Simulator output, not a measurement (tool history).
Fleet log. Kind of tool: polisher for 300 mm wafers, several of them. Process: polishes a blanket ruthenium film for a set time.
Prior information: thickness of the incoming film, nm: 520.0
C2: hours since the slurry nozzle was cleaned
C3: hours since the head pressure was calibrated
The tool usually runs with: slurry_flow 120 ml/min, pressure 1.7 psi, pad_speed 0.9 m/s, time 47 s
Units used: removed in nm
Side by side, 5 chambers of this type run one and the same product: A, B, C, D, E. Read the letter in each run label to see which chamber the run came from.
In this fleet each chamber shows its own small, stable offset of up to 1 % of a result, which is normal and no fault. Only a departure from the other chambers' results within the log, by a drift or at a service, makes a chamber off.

run 1B day=0.333 | slurry_flow=120 pressure=1.7 pad_speed=0.9 time=47 | wafers_polished_on_this_pad=694 C2=35.3 C3=12.8 | removed=40.613
-- day=0.467 chamber E: worn pad replaced by a new one
run 2D day=0.904 | slurry_flow=120 pressure=1.7 pad_speed=0.9 time=47 | wafers_polished_on_this_pad=600 C2=100.2 C3=1532.1 | removed=40.749
-- day=1.258 chamber C: worn pad replaced by a new one
-- day=1.283 chamber A: worn pad replaced by a new one
run 3A day=1.354 | slurry_flow=120 pressure=1.7 pad_speed=0.9 time=47 | wafers_polished_on_this_pad=19 C2=735.2 C3=282.7 | removed=40.568
-- day=1.629 chamber B: worn pad replaced by a new one
-- day=1.671 chamber D: head pressure recalibrated
run 4E day=1.675 | slurry_flow=120 pressure=1.7 pad_speed=0.9 time=47 | wafers_polished_on_this_pad=324 C2=325.2 C3=481.9 | removed=41.527
-- day=1.862 chamber D: worn pad replaced by a new one
run 5C day=2.096 | slurry_flow=120 pressure=1.7 pad_speed=1.18 time=56 | wafers_polished_on_this_pad=225 C2=420.6 C3=268.4 | removed=64.386
run 6A day=2.667 | slurry_flow=120 pressure=1.7 pad_speed=1.18 time=56 | wafers_polished_on_this_pad=370 C2=766.7 C3=314.2 | removed=63.583
run 7E day=3.221 | slurry_flow=120 pressure=1.7 pad_speed=1.18 time=56 | wafers_polished_on_this_pad=738 C2=362.3 C3=519 | removed=65.448
-- day=3.296 chamber E: worn pad replaced by a new one
run 8C day=3.583 | slurry_flow=120 pressure=1.7 pad_speed=1.18 time=56 | wafers_polished_on_this_pad=624 C2=456.3 C3=304.1 | removed=63.38
-- day=3.942 chamber A: slurry nozzle cleaned
run 9B day=3.95 | slurry_flow=120 pressure=1.7 pad_speed=1.18 time=56 | wafers_polished_on_this_pad=622 C2=122.1 C3=99.6 | removed=63.71
-- day=4.433 chamber A: worn pad replaced by a new one
run 10D day=4.558 | slurry_flow=120 pressure=1.7 pad_speed=0.9 time=47 | wafers_polished_on_this_pad=723 C2=187.9 C3=69.3 | removed=41.674
-- day=4.688 chamber C: worn pad replaced by a new one
run 11E day=5.012 | slurry_flow=120 pressure=1.7 pad_speed=0.9 time=47 | wafers_polished_on_this_pad=460 C2=405.3 C3=562 | removed=40.398
-- day=5.362 chamber D: worn pad replaced by a new one
-- day=5.429 chamber B: worn pad replaced by a new one
run 12A day=5.554 | slurry_flow=120 pressure=1.7 pad_speed=0.9 time=47 | wafers_polished_on_this_pad=300 C2=38.8 C3=383.5 | removed=41.361
run 13C day=6.05 | slurry_flow=120 pressure=1.7 pad_speed=0.9 time=47 | wafers_polished_on_this_pad=365 C2=515.5 C3=363.3 | removed=41.47
run 14B day=6.412 | slurry_flow=120 pressure=1.7 pad_speed=0.9 time=47 | wafers_polished_on_this_pad=263 C2=181.2 C3=158.7 | removed=41.067
run 15D day=6.779 | slurry_flow=120 pressure=1.7 pad_speed=0.9 time=47 | wafers_polished_on_this_pad=379 C2=241.2 C3=122.6 | removed=41.079
-- day=6.792 chamber E: worn pad replaced by a new one
-- day=7.171 chamber A: worn pad replaced by a new one
run 16D day=7.362 | slurry_flow=120 pressure=1.7 pad_speed=0.9 time=47 | wafers_polished_on_this_pad=536 C2=255.2 C3=136.6 | removed=40.959
-- day=7.55 chamber C: worn pad replaced by a new one
run 17C day=7.762 | slurry_flow=120 pressure=1.7 pad_speed=0.9 time=47 | wafers_polished_on_this_pad=57 C2=556.6 C3=404.4 | removed=40.96
run 18A day=8.117 | slurry_flow=120 pressure=1.7 pad_speed=0.9 time=47 | wafers_polished_on_this_pad=253 C2=100.3 C3=445 | removed=40.602
run 19B day=8.546 | slurry_flow=120 pressure=1.7 pad_speed=0.9 time=47 | wafers_polished_on_this_pad=835 C2=232.4 C3=209.9 | removed=40.718
-- day=8.679 chamber D: worn pad replaced by a new one
run 20E day=8.879 | slurry_flow=120 pressure=1.7 pad_speed=0.9 time=47 | wafers_polished_on_this_pad=559 C2=498.1 C3=654.8 | removed=41.649
run 21A day=9.479 | slurry_flow=120 pressure=1.7 pad_speed=0.9 time=47 | wafers_polished_on_this_pad=618 C2=133 C3=477.7 | removed=40.743
-- day=9.538 chamber E: worn pad replaced by a new one
-- day=9.758 chamber C: head pressure recalibrated
-- day=9.946 chamber A: head pressure recalibrated
-- day=10.029 chamber A: worn pad replaced by a new one
run 22D day=10.042 | slurry_flow=120 pressure=1.7 pad_speed=0.9 time=47 | wafers_polished_on_this_pad=366 C2=319.5 C3=200.9 | removed=40.758
-- day=10.2 chamber B: worn pad replaced by a new one
-- day=10.533 chamber C: worn pad replaced by a new one
run 23C day=10.558 | slurry_flow=120 pressure=1.7 pad_speed=0.9 time=47 | wafers_polished_on_this_pad=7 C2=623.7 C3=19.3 | removed=46.209
run 24E day=11.112 | slurry_flow=120 pressure=1.7 pad_speed=0.9 time=47 | wafers_polished_on_this_pad=423 C2=551.7 C3=708.4 | removed=41.899
-- day=11.4 chamber D: worn pad replaced by a new one
run 25B day=11.675 | slurry_flow=120 pressure=1.7 pad_speed=0.9 time=47 | wafers_polished_on_this_pad=396 C2=307.5 C3=285 | removed=41.001
run 26E day=11.958 | slurry_flow=120 pressure=1.7 pad_speed=0.9 time=47 | wafers_polished_on_this_pad=649 C2=572 C3=728.7 | removed=41.415
run 27B day=12.283 | slurry_flow=120 pressure=1.7 pad_speed=0.9 time=47 | wafers_polished_on_this_pad=559 C2=322.1 C3=299.6 | removed=40.168
-- day=12.45 chamber E: worn pad replaced by a new one
run 28D day=12.612 | slurry_flow=120 pressure=1.7 pad_speed=0.9 time=47 | wafers_polished_on_this_pad=325 C2=381.2 C3=262.6 | removed=42.14
run 29C day=13.038 | slurry_flow=120 pressure=1.7 pad_speed=0.9 time=47 | wafers_polished_on_this_pad=671 C2=683.2 C3=78.8 | removed=46.739
run 30A day=13.362 | slurry_flow=145 pressure=1.7 pad_speed=0.9 time=34 | wafers_polished_on_this_pad=893 C2=226.2 C3=82.1 | removed=30.483
-- day=13.433 chamber A: worn pad replaced by a new one
-- day=13.525 chamber C: worn pad replaced by a new one
run 31B day=13.692 | slurry_flow=145 pressure=1.7 pad_speed=0.9 time=34 | wafers_polished_on_this_pad=936 C2=355.9 C3=333.4 | removed=30.675
run 32A day=13.954 | slurry_flow=145 pressure=1.7 pad_speed=0.9 time=34 | wafers_polished_on_this_pad=139 C2=240.4 C3=96.3 | removed=30.73
-- day=14.233 chamber D: worn pad replaced by a new one
run 33C day=14.538 | slurry_flow=145 pressure=1.7 pad_speed=0.9 time=34 | wafers_polished_on_this_pad=272 C2=719.2 C3=114.8 | removed=34.613
run 34E day=14.854 | slurry_flow=145 pressure=1.7 pad_speed=0.9 time=34 | wafers_polished_on_this_pad=645 C2=641.5 C3=798.2 | removed=31.561
run 35D day=15.204 | slurry_flow=120 pressure=1.7 pad_speed=0.9 time=47 | wafers_polished_on_this_pad=260 C2=443.4 C3=324.8 | removed=40.732
-- day=15.371 chamber E: worn pad replaced by a new one
run 36E day=15.642 | slurry_flow=120 pressure=1.7 pad_speed=0.9 time=47 | wafers_polished_on_this_pad=73 C2=660.4 C3=817.1 | removed=42.666

Next, every chamber runs the same settings. What will each give?
run 37A day=16.079 | slurry_flow=120 pressure=1.7 pad_speed=0.9 time=47 | removed=?
run 37B day=16.079 | slurry_flow=120 pressure=1.7 pad_speed=0.9 time=47 | removed=?
run 37C day=16.079 | slurry_flow=120 pressure=1.7 pad_speed=0.9 time=47 | removed=?
run 37D day=16.079 | slurry_flow=120 pressure=1.7 pad_speed=0.9 time=47 | removed=?
run 37E day=16.079 | slurry_flow=120 pressure=1.7 pad_speed=0.9 time=47 | removed=?

run=37A removed=41.243
run=37B removed=40.331
run=37C removed=46.454
run=37D removed=40.999
run=37E removed=41.881
